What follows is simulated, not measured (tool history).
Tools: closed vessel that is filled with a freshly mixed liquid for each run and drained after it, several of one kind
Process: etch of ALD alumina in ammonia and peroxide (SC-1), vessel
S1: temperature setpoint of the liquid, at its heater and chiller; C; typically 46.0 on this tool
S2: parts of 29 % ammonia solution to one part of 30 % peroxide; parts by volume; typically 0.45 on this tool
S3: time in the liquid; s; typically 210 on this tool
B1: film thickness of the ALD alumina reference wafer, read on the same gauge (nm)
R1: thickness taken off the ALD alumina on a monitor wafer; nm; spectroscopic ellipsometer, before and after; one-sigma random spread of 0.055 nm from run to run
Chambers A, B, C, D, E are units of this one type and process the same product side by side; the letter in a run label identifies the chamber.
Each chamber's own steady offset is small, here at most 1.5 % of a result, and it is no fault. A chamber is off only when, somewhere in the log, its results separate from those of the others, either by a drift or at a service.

-- hour=6.3 chamber D: new drum of ammonia solution connected
run 1A hour=7.7 | S1=46.0 S2=0.45 S3=210 | B1=60.032 | R1=9.3094
run 2C hour=15.2 | S1=46.0 S2=0.45 S3=210 | B1=59.975 | R1=9.2087
-- hour=20.4 chamber C: ammonia flow meter replaced
run 3D hour=28.6 | S1=46.0 S2=0.45 S3=210 | B1=60.030 | R1=9.2943
run 4E hour=38.8 | S1=46.0 S2=0.45 S3=210 | B1=60.021 | R1=9.2701
run 5B hour=46.0 | S1=46.0 S2=0.45 S3=210 | B1=59.996 | R1=9.2952
run 6A hour=59.0 | S1=46.0 S2=0.45 S3=210 | B1=60.055 | R1=9.2169
run 7D hour=66.7 | S1=46.0 S2=0.45 S3=210 | B1=59.981 | R1=9.2885
run 8E hour=79.0 | S1=46.0 S2=0.45 S3=210 | B1=60.015 | R1=9.2100
run 9C hour=92.7 | S1=46.0 S2=0.35 S3=210 | B1=60.004 | R1=8.9043
run 10B hour=103.5 | S1=46.0 S2=0.35 S3=210 | B1=60.035 | R1=9.0650
run 11C hour=110.6 | S1=46.0 S2=0.35 S3=210 | B1=59.957 | R1=8.9338
run 12B hour=119.2 | S1=46.0 S2=0.35 S3=210 | B1=59.992 | R1=9.1310
run 13D hour=128.4 | S1=46.0 S2=0.35 S3=210 | B1=59.983 | R1=9.0108
run 14A hour=140.2 | S1=46.0 S2=0.45 S3=210 | B1=60.001 | R1=9.2449
run 15E hour=152.1 | S1=46.0 S2=0.45 S3=210 | B1=59.985 | R1=9.1689
run 16A hour=161.3 | S1=40.5 S2=0.45 S3=210 | B1=60.077 | R1=6.7505
run 17E hour=173.7 | S1=40.5 S2=0.45 S3=210 | B1=59.992 | R1=6.7429
run 18D hour=184.5 | S1=40.5 S2=0.45 S3=210 | B1=59.972 | R1=6.7278
-- hour=187.2 chamber E: new drum of ammonia solution connected
run 19B hour=194.8 | S1=40.5 S2=0.45 S3=210 | B1=60.029 | R1=6.7259
-- hour=204.8 chamber E: thermometer replaced
run 20C hour=208.9 | S1=40.5 S2=0.45 S3=210 | B1=60.003 | R1=6.6702
-- hour=213.9 chamber A: ammonia flow meter replaced
run 21E hour=221.6 | S1=46.0 S2=0.45 S3=210 | B1=59.991 | R1=9.1602
run 22A hour=231.9 | S1=46.0 S2=0.45 S3=210 | B1=60.007 | R1=9.5757
run 23B hour=241.9 | S1=46.0 S2=0.45 S3=270 | B1=59.990 | R1=11.9220
run 24C hour=254.0 | S1=46.0 S2=0.45 S3=270 | B1=59.990 | R1=11.7680
run 25D hour=261.9 | S1=46.0 S2=0.45 S3=270 | B1=60.025 | R1=11.8110
run 26C hour=272.8 | S1=46.0 S2=0.45 S3=270 | B1=59.981 | R1=11.8180
-- hour=281.8 chamber D: new drum of ammonia solution connected
run 27D hour=285.4 | S1=46.0 S2=0.45 S3=270 | B1=59.983 | R1=11.8710
run 28B hour=295.1 | S1=46.0 S2=0.45 S3=255 | B1=59.979 | R1=11.2240
run 29E hour=304.7 | S1=46.0 S2=0.45 S3=255 | B1=59.974 | R1=11.1210
run 30A hour=312.6 | S1=46.0 S2=0.45 S3=255 | B1=59.993 | R1=11.9130
run 31E hour=324.0 | S1=46.0 S2=0.45 S3=255 | B1=59.976 | R1=11.1930
run 32B hour=331.1 | S1=46.0 S2=0.45 S3=255 | B1=59.963 | R1=11.2670

All 5 chambers run these settings next. Forecast each chamber's results:
run 33A hour=341.3 | S1=46.0 S2=0.45 S3=210 | R1=?
run 33B hour=341.3 | S1=46.0 S2=0.45 S3=210 | R1=?
run 33C hour=341.3 | S1=46.0 S2=0.45 S3=210 | R1=?
run 33D hour=341.3 | S1=46.0 S2=0.45 S3=210 | R1=?
run 33E hour=341.3 | S1=46.0 S2=0.45 S3=210 | R1=?

run=33A R1=9.8657
run=33B R1=9.2773
run=33C R1=9.1357
run=33D R1=9.1628
run=33E R1=9.1732
